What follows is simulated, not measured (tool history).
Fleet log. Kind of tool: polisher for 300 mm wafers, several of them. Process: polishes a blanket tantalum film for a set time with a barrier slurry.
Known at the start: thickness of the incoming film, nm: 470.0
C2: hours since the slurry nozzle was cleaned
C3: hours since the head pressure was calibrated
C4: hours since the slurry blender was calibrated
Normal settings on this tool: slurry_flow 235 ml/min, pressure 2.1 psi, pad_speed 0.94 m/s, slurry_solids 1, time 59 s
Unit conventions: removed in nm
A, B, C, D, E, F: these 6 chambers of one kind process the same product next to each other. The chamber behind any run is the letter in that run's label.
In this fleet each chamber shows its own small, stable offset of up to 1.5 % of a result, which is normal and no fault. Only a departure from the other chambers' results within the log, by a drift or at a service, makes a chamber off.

{"run": "1A", "hour": 5.3, "slurry_flow": 235, "pressure": 2.1, "pad_speed": 0.94, "slurry_solids": 1, "time": 59, "wafers polished on this pad": 894, "C2": 81.7, "C3": 241, "C4": 158.9, "removed": 100.56}
{"run": "2C", "hour": 7.8, "slurry_flow": 235, "pressure": 2.1, "pad_speed": 0.94, "slurry_solids": 1, "time": 59, "wafers polished on this pad": 768, "C2": 65, "C3": 763.8, "C4": 183.5, "removed": 100.6}
{"hour": 8.6, "done": "chamber F: worn pad replaced by a new one"}
{"hour": 12.2, "done": "chamber A: worn pad replaced by a new one"}
{"run": "3B", "hour": 12.7, "slurry_flow": 235, "pressure": 2.1, "pad_speed": 0.94, "slurry_solids": 1, "time": 59, "wafers polished on this pad": 755, "C2": 94.4, "C3": 29.3, "C4": 151.6, "removed": 98.724}
{"hour": 13.4, "done": "chamber D: worn pad replaced by a new one"}
{"run": "4F", "hour": 16.7, "slurry_flow": 235, "pressure": 2.1, "pad_speed": 0.94, "slurry_solids": 1, "time": 59, "wafers polished on this pad": 102, "C2": 392.9, "C3": 74.6, "C4": 194.5, "removed": 100.41}
{"run": "5D", "hour": 20.1, "slurry_flow": 235, "pressure": 2.1, "pad_speed": 0.94, "slurry_solids": 1, "time": 59, "wafers polished on this pad": 84, "C2": 72.1, "C3": 782.4, "C4": 209.5, "removed": 102.25}
{"hour": 24.0, "done": "chamber D: head pressure recalibrated"}
{"run": "6E", "hour": 25.1, "slurry_flow": 235, "pressure": 2.1, "pad_speed": 0.94, "slurry_solids": 1, "time": 59, "wafers polished on this pad": 717, "C2": 271.1, "C3": 376.7, "C4": 34.3, "removed": 99.8}
{"run": "7C", "hour": 29.9, "slurry_flow": 235, "pressure": 2.1, "pad_speed": 0.94, "slurry_solids": 1, "time": 59, "wafers polished on this pad": 1046, "C2": 87.1, "C3": 785.9, "C4": 205.6, "removed": 102.86}
{"hour": 31.4, "done": "chamber D: slurry blender recalibrated"}
{"hour": 31.5, "done": "chamber E: worn pad replaced by a new one"}
{"run": "8F", "hour": 32.6, "slurry_flow": 280, "pressure": 2.1, "pad_speed": 0.94, "slurry_solids": 1, "time": 59, "wafers polished on this pad": 303, "C2": 408.8, "C3": 90.5, "C4": 210.4, "removed": 102.91}
{"run": "9D", "hour": 34.9, "slurry_flow": 280, "pressure": 2.1, "pad_speed": 0.94, "slurry_solids": 1, "time": 59, "wafers polished on this pad": 271, "C2": 86.9, "C3": 11, "C4": 3.5, "removed": 104.26}
{"run": "10B", "hour": 37.2, "slurry_flow": 280, "pressure": 2.1, "pad_speed": 0.94, "slurry_solids": 1, "time": 59, "wafers polished on this pad": 1064, "C2": 118.9, "C3": 53.8, "C4": 176.1, "removed": 102.52}
{"run": "11A", "hour": 41.8, "slurry_flow": 280, "pressure": 2.1, "pad_speed": 0.94, "slurry_solids": 1, "time": 59, "wafers polished on this pad": 372, "C2": 118.2, "C3": 277.5, "C4": 195.4, "removed": 104.16}
{"hour": 46.1, "done": "chamber B: worn pad replaced by a new one"}
{"run": "12E", "hour": 46.1, "slurry_flow": 280, "pressure": 2.1, "pad_speed": 0.94, "slurry_solids": 1, "time": 59, "wafers polished on this pad": 184, "C2": 292.1, "C3": 397.7, "C4": 55.3, "removed": 102.96}
{"hour": 47.6, "done": "chamber E: head pressure recalibrated"}
{"run": "13C", "hour": 50.5, "slurry_flow": 280, "pressure": 2.1, "pad_speed": 0.94, "slurry_solids": 1, "time": 59, "wafers polished on this pad": 1306, "C2": 107.7, "C3": 806.5, "C4": 226.2, "removed": 103.65}
{"run": "14F", "hour": 55.6, "slurry_flow": 235, "pressure": 2.1, "pad_speed": 0.94, "slurry_solids": 1, "time": 59, "wafers polished on this pad": 592, "C2": 431.8, "C3": 113.5, "C4": 233.4, "removed": 100.22}
{"run": "15A", "hour": 60.1, "slurry_flow": 235, "pressure": 2.1, "pad_speed": 0.94, "slurry_solids": 1, "time": 59, "wafers polished on this pad": 603, "C2": 136.5, "C3": 295.8, "C4": 213.7, "removed": 99.401}
{"hour": 62.2, "done": "chamber F: slurry blender recalibrated"}
{"run": "16D", "hour": 62.7, "slurry_flow": 235, "pressure": 2.1, "pad_speed": 0.94, "slurry_solids": 1, "time": 59, "wafers polished on this pad": 621, "C2": 114.7, "C3": 38.8, "C4": 31.3, "removed": 103}
{"run": "17B", "hour": 65.6, "slurry_flow": 235, "pressure": 2.1, "pad_speed": 0.94, "slurry_solids": 1, "time": 59, "wafers polished on this pad": 246, "C2": 147.3, "C3": 82.2, "C4": 204.5, "removed": 99.447}
{"run": "18E", "hour": 70.7, "slurry_flow": 235, "pressure": 1.9, "pad_speed": 0.8, "slurry_solids": 1, "time": 59, "wafers polished on this pad": 494, "C2": 316.7, "C3": 23.2, "C4": 79.9, "removed": 79.937}
{"run": "19F", "hour": 74.4, "slurry_flow": 235, "pressure": 1.9, "pad_speed": 0.8, "slurry_solids": 1, "time": 59, "wafers polished on this pad": 829, "C2": 450.6, "C3": 132.3, "C4": 12.3, "removed": 78.015}
{"run": "20D", "hour": 78.8, "slurry_flow": 235, "pressure": 1.9, "pad_speed": 0.8, "slurry_solids": 1, "time": 59, "wafers polished on this pad": 824, "C2": 130.8, "C3": 54.9, "C4": 47.4, "removed": 78.177}
{"run": "21C", "hour": 83.6, "slurry_flow": 235, "pressure": 1.9, "pad_speed": 0.8, "slurry_solids": 1, "time": 59, "wafers polished on this pad": 1722, "C2": 140.8, "C3": 839.6, "C4": 259.3, "removed": 76.23}
{"hour": 87.0, "done": "chamber C: slurry blender recalibrated"}
{"hour": 87.2, "done": "chamber D: worn pad replaced by a new one"}
{"run": "22B", "hour": 88.8, "slurry_flow": 235, "pressure": 1.9, "pad_speed": 0.8, "slurry_solids": 1, "time": 59, "wafers polished on this pad": 538, "C2": 170.5, "C3": 105.4, "C4": 227.7, "removed": 77.904}
{"hour": 90.4, "done": "chamber A: worn pad replaced by a new one"}
{"run": "23A", "hour": 93.5, "slurry_flow": 235, "pressure": 1.9, "pad_speed": 0.8, "slurry_solids": 1, "time": 59, "wafers polished on this pad": 39, "C2": 169.9, "C3": 329.2, "C4": 247.1, "removed": 77.047}
{"hour": 94.5, "done": "chamber B: slurry blender recalibrated"}
{"run": "24E", "hour": 98.7, "slurry_flow": 235, "pressure": 2.1, "pad_speed": 0.94, "slurry_solids": 1, "time": 59, "wafers polished on this pad": 847, "C2": 344.7, "C3": 51.2, "C4": 107.9, "removed": 101.36}
{"run": "25A", "hour": 103.0, "slurry_flow": 235, "pressure": 2.1, "pad_speed": 0.94, "slurry_solids": 1, "time": 59, "wafers polished on this pad": 158, "C2": 179.4, "C3": 338.7, "C4": 256.6, "removed": 100.34}
{"run": "26D", "hour": 108.0, "slurry_flow": 235, "pressure": 2.1, "pad_speed": 0.94, "slurry_solids": 1, "time": 59, "wafers polished on this pad": 263, "C2": 160, "C3": 84.1, "C4": 76.6, "removed": 102.55}
{"hour": 108.5, "done": "chamber E: worn pad replaced by a new one"}
{"hour": 109.4, "done": "chamber E: slurry nozzle cleaned"}
{"run": "27B", "hour": 110.7, "slurry_flow": 235, "pressure": 2.1, "pad_speed": 0.94, "slurry_solids": 1, "time": 59, "wafers polished on this pad": 814, "C2": 192.4, "C3": 127.3, "C4": 16.2, "removed": 99.773}
{"run": "28F", "hour": 114.9, "slurry_flow": 235, "pressure": 2.1, "pad_speed": 0.94, "slurry_solids": 1, "time": 59, "wafers polished on this pad": 1339, "C2": 491.1, "C3": 172.8, "C4": 52.8, "removed": 98.263}
{"run": "29E", "hour": 120.2, "slurry_flow": 235, "pressure": 2.8, "pad_speed": 0.94, "slurry_solids": 1, "time": 46, "wafers polished on this pad": 148, "C2": 10.8, "C3": 72.7, "C4": 129.4, "removed": 106.45}
{"run": "30C", "hour": 124.9, "slurry_flow": 235, "pressure": 2.8, "pad_speed": 0.94, "slurry_solids": 1, "time": 46, "wafers polished on this pad": 2243, "C2": 182.1, "C3": 880.9, "C4": 38, "removed": 99.317}
{"hour": 125.6, "done": "chamber B: worn pad replaced by a new one"}
{"hour": 127.3, "done": "chamber A: slurry blender recalibrated"}
{"run": "31C", "hour": 128.2, "slurry_flow": 235, "pressure": 2.8, "pad_speed": 0.94, "slurry_solids": 1, "time": 46, "wafers polished on this pad": 2284, "C2": 185.4, "C3": 884.2, "C4": 41.3, "removed": 100.85}
{"run": "32D", "hour": 132.0, "slurry_flow": 235, "pressure": 2.8, "pad_speed": 0.94, "slurry_solids": 1, "time": 46, "wafers polished on this pad": 565, "C2": 184, "C3": 108.1, "C4": 100.6, "removed": 105.57}
{"hour": 133.0, "done": "chamber E: slurry blender recalibrated"}
{"run": "33E", "hour": 137.1, "slurry_flow": 235, "pressure": 2.8, "pad_speed": 0.94, "slurry_solids": 1, "time": 46, "wafers polished on this pad": 361, "C2": 27.7, "C3": 89.6, "C4": 4.2, "removed": 105.34}
{"hour": 140.4, "done": "chamber F: worn pad replaced by a new one"}
{"run": "34B", "hour": 142.0, "slurry_flow": 235, "pressure": 2.8, "pad_speed": 0.94, "slurry_solids": 1, "time": 46, "wafers polished on this pad": 207, "C2": 223.7, "C3": 158.6, "C4": 47.5, "removed": 105.19}
{"run": "35A", "hour": 145.0, "slurry_flow": 235, "pressure": 2.1, "pad_speed": 0.94, "slurry_solids": 1, "time": 59, "wafers polished on this pad": 687, "C2": 221.4, "C3": 380.7, "C4": 17.7, "removed": 98.215}
{"run": "36F", "hour": 148.4, "slurry_flow": 175, "pressure": 2.1, "pad_speed": 1.2, "slurry_solids": 1, "time": 59, "wafers polished on this pad": 101, "C2": 524.6, "C3": 206.3, "C4": 86.3, "removed": 123.25}
{"run": "37D", "hour": 152.2, "slurry_flow": 175, "pressure": 2.1, "pad_speed": 1.2, "slurry_solids": 1, "time": 59, "wafers polished on this pad": 819, "C2": 204.2, "C3": 128.3, "C4": 120.8, "removed": 123.12}
{"run": "38A", "hour": 154.9, "slurry_flow": 175, "pressure": 2.1, "pad_speed": 1.2, "slurry_solids": 1, "time": 59, "wafers polished on this pad": 812, "C2": 231.3, "C3": 390.6, "C4": 27.6, "removed": 122.81}

For the next run the whole fleet of 6 chambers uses the same settings. Give each chamber's results:
{"run": "39A", "hour": 158.6, "slurry_flow": 235, "pressure": 2.1, "pad_speed": 0.94, "slurry_solids": 1.2, "time": 59, "removed": "?"}
{"run": "39B", "hour": 158.6, "slurry_flow": 235, "pressure": 2.1, "pad_speed": 0.94, "slurry_solids": 1.2, "time": 59, "removed": "?"}
{"run": "39C", "hour": 158.6, "slurry_flow": 235, "pressure": 2.1, "pad_speed": 0.94, "slurry_solids": 1.2, "time": 59, "removed": "?"}
{"run": "39D", "hour": 158.6, "slurry_flow": 235, "pressure": 2.1, "pad_speed": 0.94, "slurry_solids": 1.2, "time": 59, "removed": "?"}
{"run": "39E", "hour": 158.6, "slurry_flow": 235, "pressure": 2.1, "pad_speed": 0.94, "slurry_solids": 1.2, "time": 59, "removed": "?"}
{"run": "39F", "hour": 158.6, "slurry_flow": 235, "pressure": 2.1, "pad_speed": 0.94, "slurry_solids": 1.2, "time": 59, "removed": "?"}

run=39A removed=106.45
run=39B removed=106.28
run=39C removed=97.758
run=39D removed=108.49
run=39E removed=106.82
run=39F removed=107.24

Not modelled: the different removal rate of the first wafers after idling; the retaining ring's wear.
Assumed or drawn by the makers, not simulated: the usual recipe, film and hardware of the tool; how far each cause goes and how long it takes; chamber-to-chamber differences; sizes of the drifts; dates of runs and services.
